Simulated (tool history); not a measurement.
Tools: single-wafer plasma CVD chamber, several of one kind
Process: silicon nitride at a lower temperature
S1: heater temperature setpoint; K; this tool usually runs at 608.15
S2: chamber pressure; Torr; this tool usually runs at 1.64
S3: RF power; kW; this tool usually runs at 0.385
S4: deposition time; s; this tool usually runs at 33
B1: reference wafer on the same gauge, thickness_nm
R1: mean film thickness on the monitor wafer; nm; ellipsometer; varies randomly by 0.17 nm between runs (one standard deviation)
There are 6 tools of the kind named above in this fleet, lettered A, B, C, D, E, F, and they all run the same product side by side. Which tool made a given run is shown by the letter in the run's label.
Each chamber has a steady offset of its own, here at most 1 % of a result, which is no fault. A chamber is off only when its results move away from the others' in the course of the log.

run   hour      S1    S2     S3    S4      B1      R1
 1B    7.8  608.15  1.64  0.385    33  40.428  46.357
 2E   13.1  608.15  1.64  0.385    33  40.407  45.907
 3A     21  608.15  1.64  0.385    33  40.402   45.96
 4F   27.7  608.15  1.64  0.385    33  40.388  45.959
 5D   31.4  608.15  1.64  0.385    33  40.408  46.625
 6C   38.2  608.15  1.64  0.385    33  40.424  45.579
 7C   46.2  608.15  1.64  0.385    33  40.413  45.698
 8A   50.3  608.15  1.64  0.385    33  40.397  45.953
 9D   56.7  616.15  1.64  0.385  36.3  40.412  50.736
10B   61.5  616.15  1.64  0.385  36.3  40.384  50.812
11F   67.6  616.15  1.64  0.385  36.3  40.384  50.955
12E   74.1  616.15  1.64  0.385  36.3  40.444  50.457
13C   81.6  616.15  1.64  0.385  36.3  40.414  49.944
14E   85.8  616.15  1.64  0.385  36.3  40.404  50.391
15F   93.3  608.15  1.39  0.385    36  40.396  48.051
16D  100.5  608.15  1.39  0.385    36  40.399  48.243
17A    107  608.15  1.39  0.385    36  40.401  48.002
18B  114.9  608.15  1.39  0.385    36  40.401  48.315
19A  122.2  608.15  1.39  0.385    36   40.38  47.824
20E    128  608.15  1.39  0.385    36  40.419  47.729
21B  132.3  608.15  1.64   0.44    33  40.397  50.277
     132.5  -- chamber D: thermocouple changed; heater temperature recalibrated
22D  137.1  608.15  1.64   0.44    33  40.388  49.985
23F  142.9  608.15  1.64   0.44    33  40.359  50.411
     143.1  -- chamber D: RF generator calibrated
24C  147.7  608.15  1.64   0.44    33  40.414  49.631
25E  154.8  608.15  1.64   0.44    33  40.365  50.308
     159.9  -- chamber C: capacitance manometer re-zeroed and calibrated
26B  161.8  608.15  1.64   0.44    33  40.413  50.165
27C  165.6  608.15  1.64  0.385    33  40.441  45.692
28F  169.8  608.15  1.64  0.385    33  40.378  46.467
29D  175.7  608.15  1.43  0.385    33  40.414  44.743
30A  182.7  608.15  1.43  0.385    33  40.392  44.103
31F    187  608.15  1.43  0.385    33  40.435  44.544
32C  194.6  608.15  1.43  0.385    33  40.377  43.791
33A  202.7  608.15  1.43  0.385    33  40.411  44.229
34D  207.3  608.15  1.43  0.385    33  40.423  44.294
35E  211.2  608.15  1.64  0.385    33  40.409  46.221
36B  217.3  608.15  1.64  0.385    33  40.398  46.336
37E  225.2  608.15  1.64  0.385    33   40.38   46.33
38F  232.3  608.15  1.64  0.385    33  40.421  46.276
39A  240.3  608.15  1.64  0.385    33  40.379  46.037
40C  244.6  608.15  1.64  0.385    33  40.428  45.931
41D  249.1  599.15  1.64  0.385  28.3  40.344  39.704

Predict what each chamber gives when all 6 of them run the settings below next.
42A   255  608.15  1.64  0.385  33       ?
42B   255  608.15  1.64  0.385  33       ?
42C   255  608.15  1.64  0.385  33       ?
42D   255  608.15  1.64  0.385  33       ?
42E   255  608.15  1.64  0.385  33       ?
42F   255  608.15  1.64  0.385  33       ?

run      R1
42A  45.951
42B  46.366
42C  45.758
42D   46.18
42E  46.168
42F  46.483
